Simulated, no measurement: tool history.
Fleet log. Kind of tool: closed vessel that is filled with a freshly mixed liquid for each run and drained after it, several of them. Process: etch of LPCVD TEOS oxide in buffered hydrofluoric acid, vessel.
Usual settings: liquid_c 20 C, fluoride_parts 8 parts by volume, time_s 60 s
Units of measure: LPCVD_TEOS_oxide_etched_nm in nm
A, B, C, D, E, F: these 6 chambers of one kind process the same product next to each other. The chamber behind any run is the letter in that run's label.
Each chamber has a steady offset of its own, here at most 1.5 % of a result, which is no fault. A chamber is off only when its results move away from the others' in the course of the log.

run,hour,liquid_c,fluoride_parts,time_s,"read-back film thickness of the LPCVD TEOS oxide reference wafer, read on the same gauge (nm)",LPCVD_TEOS_oxide_etched_nm
1C,4.2,20,8,60,130.00,165.65
2B,8.0,20,8,60,130.02,167.57
3D,11.5,20,8,60,129.97,166.07
4A,15.0,20,8,60,130.04,167.50
5E,20.5,20,8,60,130.00,166.52
6F,25.6,20,8,60,130.00,167.66
7F,31.5,20,8,60,130.01,169.54
8D,37.3,20,8,60,130.01,166.44
9A,42.1,20,8,60,130.04,166.74
10C,46.3,20,8,60,129.97,165.35
11B,51.6,20,8,60,129.99,166.32
12E,58.1,20,8,60,129.99,167.26
13D,63.2,20,8,60,130.03,166.67
14E,67.1,20,8,60,130.00,168.56
15F,72.5,20,8,60,130.01,168.35
16B,76.7,18,8,50,130.04,124.92
17A,82.8,18,8,50,130.00,124.88
18C,88.3,18,8,50,130.01,124.29
19D,92.6,18,8,50,130.00,123.80
20A,97.1,18,8,50,129.97,123.97
21C,100.6,18,8,50,130.01,123.46
22E,105.1,20,8,60,129.99,167.63
23F,110.1,20,8,60,129.98,169.05
24B,116.0,20,8,60,130.03,162.95
25C,119.9,20,8,60,130.01,165.96
26F,123.1,20,8,60,130.00,169.14
27A,128.6,20,8,60,129.97,166.99
28D,134.8,20,8,60,130.03,166.85
# hour 135.1: chamber F: thermometer replaced
29E,139.2,20,8,60,130.00,167.89
30B,144.6,20,8,60,130.02,162.39
31E,151.1,20,8,60,130.01,167.56
32C,154.5,20,8,60,130.02,166.10
33B,161.2,20,8,60,129.99,159.92
34F,165.6,20,8,60,129.97,168.14
35A,172.7,20,8,60,129.99,165.64
36D,179.7,20,8,60,129.98,165.14

Is one chamber off against the others, does the gauge drift, or is nothing wrong? If a chamber is off, say which, and what the likeliest cause is.

Little by little, chamber B moves away from the other chambers.
Most likely cause: liquid colder than its thermometer reads (K) = 0.985.
Not necessarily distinguishable in this log from: hydrofluoric acid flow below the setpoint (%).

Chamber B could run next with any of the 4 candidate recipes listed below; each alters the usual settings, and their results appear as question marks. Which one brings its results back in line with what the other chambers deliver on the usual settings?
Maximum distance from the other chambers' mean on the usual settings for a result to count as in line: LPCVD_TEOS_oxide_etched_nm 2.80 nm
37B-1,184.8,20,8,65,,?
37B-2,184.8,21,8,60,,?
37B-3,184.8,20,8,55,,?
37B-4,184.8,19,8,60,,?

Other chambers, usual settings, mean: LPCVD_TEOS_oxide_etched_nm 166.94 nm
run,LPCVD_TEOS_oxide_etched_nm
37B-1,171.61
37B-2,167.55
37B-3,145.21
37B-4,149.62
Change 37B-2 lands the chamber within the allowed miss of the other chambers.
